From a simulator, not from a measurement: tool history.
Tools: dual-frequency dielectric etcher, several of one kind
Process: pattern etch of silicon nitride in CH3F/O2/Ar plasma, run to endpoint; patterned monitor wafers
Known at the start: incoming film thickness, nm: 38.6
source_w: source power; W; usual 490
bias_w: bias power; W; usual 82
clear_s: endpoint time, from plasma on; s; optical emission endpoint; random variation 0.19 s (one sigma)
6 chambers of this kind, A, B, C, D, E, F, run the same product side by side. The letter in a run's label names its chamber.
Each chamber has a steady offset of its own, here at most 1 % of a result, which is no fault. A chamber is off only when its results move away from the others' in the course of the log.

run   hour  source_w  bias_w  clear_s
 1A   13.1       490      82   49.199
 2F   27.2       490      82   49.347
 3C   40.6       490      82   49.318
 4D   48.8       490      82   49.129
 5E   59.8       490      82   49.319
 6B   70.1       490      82   49.949
 7D   84.6       490      82   49.450
 8A   97.9       440     101   47.417
 9B  111.2       440     101   48.228
10C  124.4       440     101   47.464
11F  134.1       440     101   47.505
12E  149.5       440     101   48.046
13C  159.9       440     101   47.962
14B  167.9       490      82   49.934
15A  177.2       490      82   49.044
16F  192.3       490      82   49.252
17D  202.4       490      82   49.527
18E  213.3       490      82   49.172
19E  221.8       490      82   49.153
     229.5  -- chamber A: wet clean of the chamber
20D  230.0       490      82   49.557
21B  243.2       490      82   49.802
     254.8  -- chamber D: wet clean of the chamber
22F  255.6       490      82   49.567
     259.4  -- chamber B: wet clean of the chamber
23A  265.6       490      82   46.413
24C  278.6       490      82   48.873
     284.0  -- chamber E: wet clean of the chamber
25C  290.0       490      82   49.328
26E  305.7       490      82   49.071
27B  319.4       490      82   50.162
28D  330.1       490      82   49.303
     335.5  -- chamber C: wet clean of the chamber
29A  344.1       490      82   46.917
30F  355.9       490      82   49.386
     365.9  -- chamber C: bias power generator calibrated
31B  370.4       490      82   49.574
32D  378.4       490      82   49.058
33A  391.2       490      82   46.641
34F  403.1       490      82   49.151
     404.1  -- chamber F: wet clean of the chamber
35C  412.8       490      82   48.924
36E  425.6       490      82   49.286
37C  440.6       490      82   49.033
38F  454.2       490      82   49.589
39E  466.6       490      82   49.686

Is one chamber off against the others, does the gauge drift, or is nothing wrong? If a chamber is off, say which, and what the likeliest cause is.

A service left chamber A off against the others.
Cause: etch rate over this chamber's usual, % = 5.09.

Here are 4 candidates for chamber A's next run, each the usual settings with a change, their results left as question marks. Which one brings its results back in line with what the others give on the usual settings?
In line means no further than this from the other chambers' mean on the usual settings: clear_s 0.660 s
40A-1  477.8       560      82        ?
40A-2  477.8       450      76        ?
40A-3  477.8       450      82        ?
40A-4  477.8       490      89        ?

The other chambers' mean on the usual settings: clear_s 49.414 s
  run  clear_s
40A-1   44.496
40A-2   49.584
40A-3   48.298
40A-4   45.464
40A-2 brings the chamber back in line.
